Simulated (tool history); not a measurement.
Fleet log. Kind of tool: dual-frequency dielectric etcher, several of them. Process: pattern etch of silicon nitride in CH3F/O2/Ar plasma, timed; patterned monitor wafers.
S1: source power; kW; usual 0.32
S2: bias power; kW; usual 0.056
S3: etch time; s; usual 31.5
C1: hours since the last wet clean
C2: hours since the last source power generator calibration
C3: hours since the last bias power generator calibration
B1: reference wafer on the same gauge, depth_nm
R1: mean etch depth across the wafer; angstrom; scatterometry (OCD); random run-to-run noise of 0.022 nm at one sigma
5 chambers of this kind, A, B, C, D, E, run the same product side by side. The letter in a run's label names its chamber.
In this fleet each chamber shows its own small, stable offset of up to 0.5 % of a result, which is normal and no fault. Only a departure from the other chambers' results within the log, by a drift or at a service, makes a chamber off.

run	hour	S1	S2	S3	C1	C2	C3	B1	R1
# hour 4.3: chamber D: wet clean of the chamber
1E	11.8	0.32	0.056	31.5	487.5	860.4	1742.6	15.091	185.99
# hour 13.7: chamber D: bias power generator calibrated
2B	25.4	0.32	0.056	31.5	291.7	747.4	1603.9	15.093	185.69
3D	34.3	0.32	0.056	31.5	30.1	324	20.7	15.092	185.07
4A	46.1	0.32	0.056	31.5	186.5	2990.3	612.3	15.091	186.64
5C	53.2	0.32	0.056	31.5	381	2379.2	1104.1	15.087	186.94
6B	66.1	0.32	0.056	31.5	332.4	788.1	1644.6	15.084	185.25
7D	79.6	0.32	0.064	31.5	75.4	369.3	66	15.079	193.23
# hour 84.2: chamber C: wet clean of the chamber
8C	93.6	0.32	0.064	31.5	9.4	2419.6	1144.5	15.078	195.4
9A	100.9	0.32	0.064	31.5	241.3	3045.1	667.1	15.075	194.71
10E	108.7	0.32	0.064	31.5	584.4	957.3	1839.5	15.077	194.06
# hour 113.8: chamber E: wet clean of the chamber
11D	116.5	0.32	0.064	31.5	112.3	406.2	102.9	15.073	192.95
12B	127.4	0.32	0.056	31.5	393.7	849.4	1705.9	15.07	185.12
13C	140	0.32	0.047	31.5	55.8	2466	1190.9	15.074	176.89
14E	149.7	0.32	0.047	31.5	36	998.3	1880.5	15.071	175.49
15A	160.1	0.32	0.047	31.5	300.5	3104.3	726.3	15.065	176.22
16E	167.2	0.32	0.047	31.5	53.5	1015.8	1898	15.063	175.64
17B	181.7	0.32	0.047	31.5	448	903.7	1760.2	15.056	175.19
18C	189.8	0.32	0.056	31.5	105.6	2515.8	1240.7	15.051	186.94
19A	202.4	0.32	0.056	31.5	342.8	3146.6	768.6	15.056	186.18
20D	212.2	0.32	0.056	31.5	208	501.9	198.6	15.048	184.18
21A	219.1	0.32	0.056	31.5	359.5	3163.3	785.3	15.052	186.34
22B	229.4	0.32	0.056	34.5	495.7	951.4	1807.9	15.047	202.54
# hour 230.6: chamber E: bias power generator calibrated
# hour 234.4: chamber B: wet clean of the chamber
23D	239.9	0.32	0.056	34.5	235.7	529.6	226.3	15.045	202.05
24E	247.6	0.32	0.056	34.5	133.9	1096.2	17.1	15.042	203.22
25C	258.9	0.32	0.056	34.5	174.7	2584.9	1309.8	15.044	204.46
26E	267.7	0.32	0.056	34.5	154	1116.3	37.2	15.035	203.16
27B	282	0.32	0.051	28	47.7	1004	1860.5	15.036	159.16
28C	294	0.32	0.051	28	209.8	2620	1344.9	15.039	160.89
29D	304.7	0.32	0.051	28	300.5	594.4	291.1	15.033	158.99
30A	311.7	0.32	0.051	28	452.1	3255.9	877.9	15.031	160.24

Next, every chamber runs the same settings. What will each give?
31A	322	0.32	0.056	40.5					?
31B	322	0.32	0.056	40.5					?
31C	322	0.32	0.056	40.5					?
31D	322	0.32	0.056	40.5					?
31E	322	0.32	0.056	40.5					?

run	R1
31A	239.41
31B	237.47
31C	239.62
31D	236.67
31E	237.99
